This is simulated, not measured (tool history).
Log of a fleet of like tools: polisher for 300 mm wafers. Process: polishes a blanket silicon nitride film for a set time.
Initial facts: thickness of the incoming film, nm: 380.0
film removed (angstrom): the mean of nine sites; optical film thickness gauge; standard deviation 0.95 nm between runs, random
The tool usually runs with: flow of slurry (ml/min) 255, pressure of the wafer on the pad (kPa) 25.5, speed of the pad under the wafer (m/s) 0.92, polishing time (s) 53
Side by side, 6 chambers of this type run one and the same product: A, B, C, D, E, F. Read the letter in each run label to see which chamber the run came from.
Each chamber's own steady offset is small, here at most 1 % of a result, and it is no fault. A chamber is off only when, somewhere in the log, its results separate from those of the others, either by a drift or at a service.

| run | hour | flow of slurry (ml/min) | pressure of the wafer on the pad (kPa) | speed of the pad under the wafer (m/s) | polishing time (s) | wafers polished on this pad | hours since the slurry nozzle was cleaned | hours since the head pressure was calibrated | film removed (angstrom) |
|---|---|---|---|---|---|---|---|---|---|
|  | 1.8 | chamber B: worn pad replaced by a new one |
| 1E | 1.9 | 255 | 25.5 | 0.92 | 53 | 244 | 377 | 755.9 | 1016 |
| 2C | 4.4 | 255 | 25.5 | 0.92 | 53 | 582 | 758.4 | 397.3 | 1007.8 |
|  | 4.5 | chamber D: worn pad replaced by a new one |
| 3F | 7 | 255 | 25.5 | 0.92 | 53 | 263 | 418.9 | 239.1 | 986.97 |
| 4D | 10.5 | 255 | 25.5 | 0.92 | 53 | 92 | 213.9 | 689.1 | 994.2 |
| 5B | 14.8 | 295 | 25.5 | 1.06 | 53 | 200 | 83.8 | 368.1 | 1140.4 |
| 6A | 17.3 | 295 | 25.5 | 1.06 | 53 | 748 | 579.2 | 118.1 | 1110.2 |
| 7D | 19.6 | 295 | 25.5 | 1.06 | 53 | 231 | 223 | 698.2 | 1133.5 |
| 8A | 21.9 | 295 | 25.5 | 1.06 | 53 | 819 | 583.8 | 122.7 | 1118.4 |
| 9B | 25 | 295 | 25.5 | 1.06 | 53 | 356 | 94 | 378.3 | 1141.3 |
|  | 26.6 | chamber F: worn pad replaced by a new one |
| 10C | 28 | 295 | 25.5 | 1.06 | 53 | 943 | 782 | 420.9 | 1119.5 |
| 11F | 30.6 | 255 | 25.5 | 0.92 | 71 | 62 | 442.5 | 262.7 | 1352 |
| 12E | 33.6 | 255 | 25.5 | 0.92 | 71 | 729 | 408.7 | 787.6 | 1344.9 |
|  | 35.5 | chamber C: slurry nozzle cleaned |
| 13E | 37.2 | 255 | 25.5 | 0.92 | 71 | 784 | 412.3 | 791.2 | 1354.9 |
|  | 37.4 | chamber A: worn pad replaced by a new one |
| 14D | 39.8 | 255 | 25.5 | 0.92 | 71 | 540 | 243.2 | 718.4 | 1339 |
| 15F | 42 | 255 | 25.5 | 0.92 | 71 | 236 | 453.9 | 274.1 | 1341.4 |
|  | 42.2 | chamber B: worn pad replaced by a new one |
| 16A | 43.9 | 255 | 25.5 | 0.92 | 71 | 99 | 605.8 | 144.7 | 1331.2 |
| 17B | 47.5 | 255 | 25.5 | 0.92 | 53 | 81 | 116.5 | 400.8 | 1023.1 |
| 18C | 51.7 | 255 | 25.5 | 0.92 | 53 | 1306 | 16.3 | 444.6 | 984.19 |
|  | 55.5 | chamber C: worn pad replaced by a new one |
| 19B | 55.5 | 255 | 25.5 | 0.92 | 53 | 204 | 124.5 | 408.8 | 1004.3 |
| 20D | 57.8 | 290 | 25.5 | 0.92 | 40 | 815 | 261.2 | 736.4 | 764.66 |
|  | 59.2 | chamber B: head pressure recalibrated |
|  | 61.2 | chamber F: worn pad replaced by a new one |
| 21C | 61.6 | 290 | 25.5 | 0.92 | 40 | 94 | 26.2 | 454.5 | 777.96 |
| 22F | 64.9 | 290 | 25.5 | 0.92 | 40 | 57 | 476.8 | 297 | 752.99 |
| 23E | 69.1 | 290 | 25.5 | 0.92 | 40 | 1272 | 444.2 | 823.1 | 778.03 |
| 24A | 71.1 | 290 | 25.5 | 0.92 | 40 | 515 | 633 | 171.9 | 761.98 |
|  | 72.3 | chamber D: worn pad replaced by a new one |
| 25E | 73.6 | 290 | 25.5 | 0.92 | 40 | 1341 | 448.7 | 827.6 | 763.96 |
|  | 76.1 | chamber B: worn pad replaced by a new one |
| 26B | 77.9 | 255 | 25.5 | 0.92 | 53 | 28 | 146.9 | 18.7 | 995.22 |
| 27F | 79.9 | 255 | 25.5 | 0.92 | 53 | 287 | 491.8 | 312 | 968.63 |
| 28C | 82.9 | 255 | 25.5 | 0.92 | 53 | 420 | 47.5 | 475.8 | 1014 |
|  | 85.3 | chamber E: worn pad replaced by a new one |
| 29A | 86.4 | 170 | 25.5 | 0.92 | 69 | 749 | 648.3 | 187.2 | 1242 |
| 30D | 88.9 | 170 | 25.5 | 0.92 | 69 | 254 | 292.3 | 767.5 | 1234 |
| 31F | 90.8 | 170 | 25.5 | 0.92 | 69 | 453 | 502.7 | 322.9 | 1188.1 |
| 32D | 92.8 | 170 | 25.5 | 0.92 | 69 | 313 | 296.2 | 771.4 | 1238.6 |
| 33A | 96.1 | 170 | 25.5 | 0.92 | 69 | 898 | 658 | 196.9 | 1234.2 |
| 34C | 99.1 | 170 | 25.5 | 0.92 | 69 | 668 | 63.7 | 492 | 1231.5 |
| 35B | 102.3 | 255 | 25.5 | 0.92 | 53 | 401 | 171.3 | 43.1 | 1011.3 |
| 36E | 105.9 | 255 | 25.5 | 0.92 | 53 | 315 | 481 | 859.9 | 1007.8 |
|  | 107 | chamber A: worn pad replaced by a new one |
| 37D | 109.6 | 255 | 25.5 | 0.92 | 53 | 570 | 313 | 788.2 | 992.71 |
| 38A | 112.3 | 255 | 25.5 | 0.92 | 53 | 81 | 674.2 | 213.1 | 999.32 |
| 39C | 114.8 | 255 | 25.5 | 0.92 | 53 | 908 | 79.4 | 507.7 | 997.61 |

Does one chamber stand apart from the rest, does the shared gauge drift, or is all well apart from small per-chamber offsets? Give the chamber and the most likely cause, where there is one.

Chamber F drifts away from the others.
What lies behind it: head's pressure below its setpoint, % = 7.87.
With only this log, it may be confused with: slurry flow missing at the pad, %.

Chamber F could run next with any of the 4 candidate recipes listed below; each alters the usual settings, and their results appear as question marks. Which one brings its results back in line with what the other chambers deliver on the usual settings?
Counts as in line when no further than this from what the other chambers average on the usual settings: film removed (angstrom) 33
| 40F-1 | 117.9 | 250 | 25.5 | 0.92 | 44 |  |  |  | ? |
| 40F-2 | 117.9 | 255 | 27.6 | 0.92 | 53 |  |  |  | ? |
| 40F-3 | 117.9 | 260 | 28.3 | 0.92 | 58 |  |  |  | ? |
| 40F-4 | 117.9 | 255 | 25.5 | 0.92 | 49 |  |  |  | ? |

The other chambers' mean on the usual settings: film removed (angstrom) 1006.1
| run | film removed (angstrom) |
|---|---|
| 40F-1 | 765.42 |
| 40F-2 | 1000.1 |
| 40F-3 | 1124.6 |
| 40F-4 | 854.29 |
40F-2 puts the chamber back in line with the other chambers.
